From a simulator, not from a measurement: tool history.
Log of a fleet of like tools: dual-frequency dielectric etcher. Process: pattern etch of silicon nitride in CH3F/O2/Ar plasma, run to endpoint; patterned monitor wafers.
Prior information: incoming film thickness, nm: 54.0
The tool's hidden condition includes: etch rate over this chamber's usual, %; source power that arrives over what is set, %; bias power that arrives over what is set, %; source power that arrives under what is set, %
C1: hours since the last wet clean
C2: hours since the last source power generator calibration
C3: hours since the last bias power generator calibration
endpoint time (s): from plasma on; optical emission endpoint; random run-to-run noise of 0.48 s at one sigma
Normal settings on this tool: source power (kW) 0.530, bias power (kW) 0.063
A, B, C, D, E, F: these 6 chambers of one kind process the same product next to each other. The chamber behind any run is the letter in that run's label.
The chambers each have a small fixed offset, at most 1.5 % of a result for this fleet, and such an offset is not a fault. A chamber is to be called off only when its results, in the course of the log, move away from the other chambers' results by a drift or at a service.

{"run": "1A", "hour": 9.3, "source power (kW)": 0.53, "bias power (kW)": 0.063, "C1": 12.0, "C2": 2814.6, "C3": 1309.4, "endpoint time (s)": 72.885}
{"run": "2F", "hour": 17.2, "source power (kW)": 0.53, "bias power (kW)": 0.063, "C1": 257.9, "C2": 551.5, "C3": 46.1, "endpoint time (s)": 72.267}
{"run": "3D", "hour": 29.1, "source power (kW)": 0.53, "bias power (kW)": 0.063, "C1": 559.7, "C2": 1714.7, "C3": 1621.3, "endpoint time (s)": 73.475}
{"run": "4B", "hour": 37.4, "source power (kW)": 0.53, "bias power (kW)": 0.063, "C1": 433.6, "C2": 2286.8, "C3": 3022.0, "endpoint time (s)": 72.378}
{"run": "5C", "hour": 49.6, "source power (kW)": 0.53, "bias power (kW)": 0.063, "C1": 60.0, "C2": 1219.4, "C3": 2054.2, "endpoint time (s)": 74.522}
{"hour": 58.1, "done": "chamber B: wet clean of the chamber"}
{"run": "6E", "hour": 59.6, "source power (kW)": 0.53, "bias power (kW)": 0.063, "C1": 144.2, "C2": 1038.5, "C3": 1285.2, "endpoint time (s)": 71.957}
{"run": "7B", "hour": 67.5, "source power (kW)": 0.53, "bias power (kW)": 0.063, "C1": 9.5, "C2": 2316.9, "C3": 3052.1, "endpoint time (s)": 72.084}
{"run": "8A", "hour": 76.3, "source power (kW)": 0.53, "bias power (kW)": 0.063, "C1": 79.0, "C2": 2881.6, "C3": 1376.4, "endpoint time (s)": 72.9}
{"run": "9E", "hour": 86.7, "source power (kW)": 0.53, "bias power (kW)": 0.063, "C1": 171.3, "C2": 1065.6, "C3": 1312.3, "endpoint time (s)": 71.993}
{"run": "10C", "hour": 96.9, "source power (kW)": 0.53, "bias power (kW)": 0.063, "C1": 107.3, "C2": 1266.7, "C3": 2101.5, "endpoint time (s)": 74.422}
{"hour": 100.6, "done": "chamber D: wet clean of the chamber"}
{"run": "11D", "hour": 104.5, "source power (kW)": 0.53, "bias power (kW)": 0.063, "C1": 4.0, "C2": 1790.1, "C3": 1696.7, "endpoint time (s)": 74.074}
{"run": "12F", "hour": 113.7, "source power (kW)": 0.53, "bias power (kW)": 0.063, "C1": 354.4, "C2": 648.0, "C3": 142.6, "endpoint time (s)": 72.471}
{"run": "13F", "hour": 123.1, "source power (kW)": 0.53, "bias power (kW)": 0.063, "C1": 363.8, "C2": 657.4, "C3": 152.0, "endpoint time (s)": 72.71}
{"run": "14E", "hour": 129.0, "source power (kW)": 0.53, "bias power (kW)": 0.063, "C1": 213.6, "C2": 1107.9, "C3": 1354.6, "endpoint time (s)": 72.117}
{"run": "15B", "hour": 139.4, "source power (kW)": 0.53, "bias power (kW)": 0.063, "C1": 81.4, "C2": 2388.8, "C3": 3124.0, "endpoint time (s)": 72.337}
{"run": "16C", "hour": 150.3, "source power (kW)": 0.53, "bias power (kW)": 0.056, "C1": 160.7, "C2": 1320.1, "C3": 2154.9, "endpoint time (s)": 75.931}
{"run": "17D", "hour": 158.3, "source power (kW)": 0.53, "bias power (kW)": 0.056, "C1": 57.8, "C2": 1843.9, "C3": 1750.5, "endpoint time (s)": 76.354}
{"run": "18A", "hour": 163.6, "source power (kW)": 0.53, "bias power (kW)": 0.056, "C1": 166.3, "C2": 2968.9, "C3": 1463.7, "endpoint time (s)": 75.123}
{"run": "19A", "hour": 173.5, "source power (kW)": 0.53, "bias power (kW)": 0.056, "C1": 176.2, "C2": 2978.8, "C3": 1473.6, "endpoint time (s)": 76.349}
{"run": "20F", "hour": 181.9, "source power (kW)": 0.53, "bias power (kW)": 0.056, "C1": 422.6, "C2": 716.2, "C3": 210.8, "endpoint time (s)": 76.028}
{"run": "21B", "hour": 189.1, "source power (kW)": 0.53, "bias power (kW)": 0.056, "C1": 131.1, "C2": 2438.5, "C3": 3173.7, "endpoint time (s)": 76.074}
{"run": "22C", "hour": 196.5, "source power (kW)": 0.53, "bias power (kW)": 0.063, "C1": 206.9, "C2": 1366.3, "C3": 2201.1, "endpoint time (s)": 73.443}
{"run": "23E", "hour": 208.0, "source power (kW)": 0.53, "bias power (kW)": 0.063, "C1": 292.6, "C2": 1186.9, "C3": 1433.6, "endpoint time (s)": 74.094}
{"run": "24D", "hour": 216.9, "source power (kW)": 0.48, "bias power (kW)": 0.054, "C1": 116.4, "C2": 1902.5, "C3": 1809.1, "endpoint time (s)": 80.529}
{"run": "25C", "hour": 226.3, "source power (kW)": 0.48, "bias power (kW)": 0.054, "C1": 236.7, "C2": 1396.1, "C3": 2230.9, "endpoint time (s)": 81.153}
{"run": "26B", "hour": 232.9, "source power (kW)": 0.48, "bias power (kW)": 0.054, "C1": 174.9, "C2": 2482.3, "C3": 3217.5, "endpoint time (s)": 79.288}
{"run": "27F", "hour": 244.4, "source power (kW)": 0.48, "bias power (kW)": 0.054, "C1": 485.1, "C2": 778.7, "C3": 273.3, "endpoint time (s)": 80.352}
{"run": "28A", "hour": 255.8, "source power (kW)": 0.48, "bias power (kW)": 0.054, "C1": 258.5, "C2": 3061.1, "C3": 1555.9, "endpoint time (s)": 78.733}
{"run": "29D", "hour": 267.1, "source power (kW)": 0.48, "bias power (kW)": 0.054, "C1": 166.6, "C2": 1952.7, "C3": 1859.3, "endpoint time (s)": 80.092}
{"run": "30E", "hour": 273.7, "source power (kW)": 0.44, "bias power (kW)": 0.058, "C1": 358.3, "C2": 1252.6, "C3": 1499.3, "endpoint time (s)": 82.225}
{"run": "31C", "hour": 282.7, "source power (kW)": 0.44, "bias power (kW)": 0.058, "C1": 293.1, "C2": 1452.5, "C3": 2287.3, "endpoint time (s)": 82.03}
{"run": "32B", "hour": 291.4, "source power (kW)": 0.44, "bias power (kW)": 0.058, "C1": 233.4, "C2": 2540.8, "C3": 3276.0, "endpoint time (s)": 79.971}
{"run": "33F", "hour": 300.8, "source power (kW)": 0.44, "bias power (kW)": 0.058, "C1": 541.5, "C2": 835.1, "C3": 329.7, "endpoint time (s)": 80.162}
{"run": "34D", "hour": 313.2, "source power (kW)": 0.44, "bias power (kW)": 0.058, "C1": 212.7, "C2": 1998.8, "C3": 1905.4, "endpoint time (s)": 80.768}
{"run": "35A", "hour": 322.9, "source power (kW)": 0.44, "bias power (kW)": 0.058, "C1": 325.6, "C2": 3128.2, "C3": 1623.0, "endpoint time (s)": 80.691}
{"run": "36E", "hour": 331.8, "source power (kW)": 0.53, "bias power (kW)": 0.063, "C1": 416.4, "C2": 1310.7, "C3": 1557.4, "endpoint time (s)": 73.803}
{"hour": 340.3, "done": "chamber F: wet clean of the chamber"}
{"run": "37B", "hour": 341.8, "source power (kW)": 0.53, "bias power (kW)": 0.063, "C1": 283.8, "C2": 2591.2, "C3": 3326.4, "endpoint time (s)": 71.986}
{"run": "38C", "hour": 351.2, "source power (kW)": 0.53, "bias power (kW)": 0.068, "C1": 361.6, "C2": 1521.0, "C3": 2355.8, "endpoint time (s)": 72.296}
{"run": "39A", "hour": 356.6, "source power (kW)": 0.53, "bias power (kW)": 0.068, "C1": 359.3, "C2": 3161.9, "C3": 1656.7, "endpoint time (s)": 70.799}
{"run": "40F", "hour": 363.7, "source power (kW)": 0.53, "bias power (kW)": 0.068, "C1": 23.5, "C2": 898.0, "C3": 392.6, "endpoint time (s)": 71.254}
{"run": "41E", "hour": 371.0, "source power (kW)": 0.53, "bias power (kW)": 0.068, "C1": 455.6, "C2": 1349.9, "C3": 1596.6, "endpoint time (s)": 71.878}
{"run": "42D", "hour": 379.2, "source power (kW)": 0.53, "bias power (kW)": 0.068, "C1": 278.7, "C2": 2064.8, "C3": 1971.4, "endpoint time (s)": 71.817}

Does one chamber stand apart from the rest, does the shared gauge drift, or is all well apart from small per-chamber offsets? Give the chamber and the most likely cause, where there is one.

No chamber stands off beyond its own small offset, and the gauge holds steady.
